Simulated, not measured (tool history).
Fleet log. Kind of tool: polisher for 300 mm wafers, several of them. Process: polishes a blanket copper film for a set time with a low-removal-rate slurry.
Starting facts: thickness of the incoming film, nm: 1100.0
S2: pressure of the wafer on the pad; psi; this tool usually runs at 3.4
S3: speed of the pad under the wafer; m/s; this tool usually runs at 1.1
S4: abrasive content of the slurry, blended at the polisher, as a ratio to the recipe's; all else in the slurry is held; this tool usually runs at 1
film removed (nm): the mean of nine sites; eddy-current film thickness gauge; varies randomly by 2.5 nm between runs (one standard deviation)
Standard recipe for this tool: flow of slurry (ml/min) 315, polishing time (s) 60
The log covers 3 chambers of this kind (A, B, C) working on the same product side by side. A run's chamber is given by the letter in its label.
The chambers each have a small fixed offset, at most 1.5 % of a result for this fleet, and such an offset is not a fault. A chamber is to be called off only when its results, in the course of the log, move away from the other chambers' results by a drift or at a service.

Run 1B, day 0.246: usual settings. Result: film removed (nm) 259.47.
Run 2A, day 0.6: usual settings. Result: film removed (nm) 252.53.
Run 3C, day 0.858: usual settings. Result: film removed (nm) 256.81.
At day 0.988: chamber C: worn pad replaced by a new one.
At day 1.192: chamber A: worn pad replaced by a new one.
Run 4C, day 1.2: usual settings. Result: film removed (nm) 259.85.
Run 5B, day 1.429: usual settings. Result: film removed (nm) 255.79.
At day 1.542: chamber B: head pressure recalibrated.
Run 6A, day 1.675: usual settings. Result: film removed (nm) 256.2.
Run 7A, day 1.946: usual settings but S3 1.4 m/s, polishing time (s) 42. Result: film removed (nm) 234.9.
Run 8C, day 2.183: usual settings but S3 1.4 m/s, polishing time (s) 42. Result: film removed (nm) 232.41.
At day 2.212: chamber B: slurry nozzle cleaned.
At day 2.221: chamber C: slurry blender recalibrated.
Run 9B, day 2.525: usual settings but S3 1.4 m/s, polishing time (s) 42. Result: film removed (nm) 229.98.
Run 10B, day 2.804: usual settings. Result: film removed (nm) 257.72.
Run 11A, day 3.112: usual settings. Result: film removed (nm) 255.56.
Run 12C, day 3.475: usual settings. Result: film removed (nm) 257.97.
Run 13C, day 3.867: usual settings. Result: film removed (nm) 254.43.
Run 14A, day 4.142: usual settings but flow of slurry (ml/min) 250, S2 2.7 psi. Result: film removed (nm) 198.28.
Run 15B, day 4.508: usual settings but flow of slurry (ml/min) 250, S2 2.7 psi. Result: film removed (nm) 200.87.
Run 16A, day 4.875: usual settings but flow of slurry (ml/min) 250, S2 2.7 psi. Result: film removed (nm) 200.51.
At day 4.917: chamber B: worn pad replaced by a new one.
Run 17B, day 5.062: usual settings but flow of slurry (ml/min) 245, S2 4.5 psi. Result: film removed (nm) 339.18.
Run 18C, day 5.412: usual settings but flow of slurry (ml/min) 245, S2 4.5 psi. Result: film removed (nm) 331.82.
Run 19C, day 5.742: usual settings but flow of slurry (ml/min) 245, S2 4.5 psi. Result: film removed (nm) 333.24.
At day 5.775: chamber A: worn pad replaced by a new one.
Run 20A, day 5.954: usual settings. Result: film removed (nm) 255.89.
At day 5.988: chamber C: worn pad replaced by a new one.
At day 6.108: chamber B: slurry blender recalibrated.
Run 21B, day 6.254: usual settings. Result: film removed (nm) 259.97.
Run 22B, day 6.529: usual settings. Result: film removed (nm) 259.27.
Run 23A, day 6.871: usual settings. Result: film removed (nm) 258.85.
Run 24C, day 7.238: usual settings. Result: film removed (nm) 257.27.
Run 25B, day 7.538: usual settings. Result: film removed (nm) 255.72.
At day 7.792: chamber A: slurry blender recalibrated.
Run 26A, day 7.817: usual settings. Result: film removed (nm) 252.98.
Run 27C, day 8.188: usual settings. Result: film removed (nm) 260.45.
Run 28C, day 8.383: usual settings. Result: film removed (nm) 259.88.
Run 29B, day 8.592: usual settings. Result: film removed (nm) 264.25.
Run 30A, day 8.833: usual settings. Result: film removed (nm) 253.42.
Run 31C, day 9.096: usual settings. Result: film removed (nm) 256.75.
Run 32A, day 9.312: usual settings. Result: film removed (nm) 255.66.
Run 33B, day 9.679: usual settings. Result: film removed (nm) 255.62.
Run 34B, day 9.983: usual settings but S2 4.1 psi. Result: film removed (nm) 307.22.
Run 35C, day 10.329: usual settings but S2 4.1 psi. Result: film removed (nm) 307.7.
Run 36A, day 10.654: usual settings but S2 4.1 psi. Result: film removed (nm) 309.53.
Run 37C, day 11.021: usual settings. Result: film removed (nm) 257.74.
At day 11.067: chamber A: worn pad replaced by a new one.
Run 38B, day 11.275: usual settings. Result: film removed (nm) 256.5.
Run 39A, day 11.475: usual settings. Result: film removed (nm) 255.4.

Next, all 3 chambers run the settings below, one line each with question marks for the results. What does each chamber give?
Run 40A, day 11.754: usual settings but polishing time (s) 44. Result: film removed (nm) ?.
Run 40B, day 11.754: usual settings but polishing time (s) 44. Result: film removed (nm) ?.
Run 40C, day 11.754: usual settings but polishing time (s) 44. Result: film removed (nm) ?.

run  film removed (nm)
40A             188.81
40B             191.15
40C             187.01

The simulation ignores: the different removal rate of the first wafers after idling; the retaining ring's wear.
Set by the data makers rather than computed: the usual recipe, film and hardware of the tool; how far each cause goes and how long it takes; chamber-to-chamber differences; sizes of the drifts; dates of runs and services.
